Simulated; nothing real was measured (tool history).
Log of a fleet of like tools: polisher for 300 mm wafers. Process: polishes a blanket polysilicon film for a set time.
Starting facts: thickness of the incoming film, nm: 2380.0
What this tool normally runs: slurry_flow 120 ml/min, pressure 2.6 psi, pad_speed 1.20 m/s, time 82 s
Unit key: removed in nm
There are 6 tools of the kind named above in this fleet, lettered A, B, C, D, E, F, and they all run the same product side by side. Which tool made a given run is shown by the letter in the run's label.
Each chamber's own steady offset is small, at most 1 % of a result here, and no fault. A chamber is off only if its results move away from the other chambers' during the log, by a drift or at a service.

run   hour  slurry_flow  pressure  pad_speed  time  wafers polished on this pad  hours since the slurry nozzle was cleaned  hours since the head pressure was calibrated  removed
       5.4  -- chamber D: worn pad replaced by a new one
 1D   13.1          120       2.6       1.20    82                           53                                      216.5                                         369.0   795.59
      17.0  -- chamber A: worn pad replaced by a new one
      24.6  -- chamber C: head pressure recalibrated
      25.1  -- chamber C: worn pad replaced by a new one
 2B   25.5          120       2.6       1.20    82                          194                                       77.1                                         677.1   795.02
      25.7  -- chamber F: worn pad replaced by a new one
 3A   33.8          120       2.6       1.20    82                          115                                      351.8                                         508.9   807.10
 4F   46.9          120       2.6       1.20    82                          146                                      712.1                                         299.8   793.46
 5E   61.8          120       2.6       1.20    82                          827                                      596.2                                         150.5   796.73
      68.5  -- chamber B: head pressure recalibrated
 6C   75.0          120       2.6       1.20    82                          344                                      655.0                                          50.4   785.39
      83.5  -- chamber E: worn pad replaced by a new one
 7A   89.5          120       2.6       1.20    82                          499                                      407.5                                         564.6   798.92
 8D  102.4          105       2.6       1.20   104                          669                                      305.8                                         458.3   964.75
     104.3  -- chamber D: worn pad replaced by a new one
     110.0  -- chamber C: worn pad replaced by a new one
 9E  116.0          105       2.6       1.20   104                          224                                      650.4                                         204.7   957.60
10F  127.1          105       2.6       1.20   104                          699                                      792.3                                         380.0   966.66
     129.3  -- chamber A: head pressure recalibrated
     132.7  -- chamber F: worn pad replaced by a new one
11C  135.0          105       2.6       1.20   104                          172                                      715.0                                         110.4   977.28
     141.8  -- chamber B: worn pad replaced by a new one
     148.0  -- chamber F: head pressure recalibrated
12B  148.7          105       2.6       1.20   104                           47                                      200.3                                          80.2   982.36
     158.6  -- chamber F: slurry nozzle cleaned
     161.3  -- chamber A: worn pad replaced by a new one
13A  161.5          105       2.6       1.20   104                            1                                      479.5                                          32.3   994.42
14F  169.1          120       2.6       1.20    82                          251                                       10.5                                          21.1   783.20
15E  177.2          120       2.6       0.86    82                          646                                      711.6                                         265.9   574.59
     188.7  -- chamber C: worn pad replaced by a new one
16B  188.9          120       2.6       0.86    82                          325                                      240.5                                         120.4   566.95
17D  200.2          120       2.6       0.86    82                          661                                      403.6                                         556.1   558.89
     202.0  -- chamber D: worn pad replaced by a new one
18C  207.6          120       2.6       0.86    82                          130                                      787.6                                         183.0   562.18
     212.2  -- chamber E: worn pad replaced by a new one
     216.4  -- chamber E: slurry nozzle cleaned
19F  219.8          120       2.6       0.86    82                          600                                       61.2                                          71.8   562.40
20A  230.7          120       2.6       0.86    82                          479                                      548.7                                         101.5   572.20
21E  237.4          120       2.6       1.20    82                          174                                       21.0                                         326.1   781.11
22C  247.5          120       2.6       1.20    82                          405                                      827.5                                         222.9   801.59
23D  259.7          120       2.6       1.20    82                          398                                      463.1                                         615.6   785.05
     260.4  -- chamber C: worn pad replaced by a new one
     263.1  -- chamber F: worn pad replaced by a new one
24B  266.7          120       2.6       1.20    82                          861                                      318.3                                         198.2   785.55
25F  277.2          120       2.6       1.20    82                           97                                      118.6                                         129.2   796.23
     280.1  -- chamber E: head pressure recalibrated
26B  285.9          120       2.6       1.20    82                          993                                      337.5                                         217.4   779.14
     293.0  -- chamber C: slurry nozzle cleaned
27E  297.2          120       2.6       1.20    82                          586                                       80.8                                          17.1   783.45
     307.9  -- chamber B: worn pad replaced by a new one
28C  308.2          120       2.6       1.20    82                          329                                       15.3                                         283.6   789.61
     308.7  -- chamber D: worn pad replaced by a new one
     314.7  -- chamber A: worn pad replaced by a new one
29D  318.1          120       2.6       1.20    82                           65                                      521.5                                         674.0   796.70
30A  329.2          120       2.6       1.20    82                          100                                      647.2                                         200.0   811.16
31C  338.0          120       2.6       1.20    82                          535                                       45.1                                         313.4   781.44
     342.0  -- chamber B: slurry nozzle cleaned
32E  345.1          120       2.6       1.20    82                          917                                      128.7                                          65.0   780.72
33D  352.3          120       2.6       1.20    82                          300                                      555.7                                         708.2   790.07
34F  359.6          120       2.6       1.20    82                          665                                      201.0                                         211.6   792.90
35B  369.3          120       2.6       1.20    82                          423                                       27.4                                         300.8   779.68
36A  380.4          120       2.6       1.20    82                          453                                      698.4                                         251.2   789.35

Predict what each chamber gives when all 6 of them run the settings below next.
37A  391.3          120       2.6       1.20    82                                                                                                                              ?
37B  391.3          120       2.6       1.20    82                                                                                                                              ?
37C  391.3          120       2.6       1.20    82                                                                                                                              ?
37D  391.3          120       2.6       1.20    82                                                                                                                              ?
37E  391.3          120       2.6       1.20    82                                                                                                                              ?
37F  391.3          120       2.6       1.20    82                                                                                                                              ?

run  removed
37A   794.28
37B   783.90
37C   799.29
37D   806.15
37E   785.89
37F   788.42
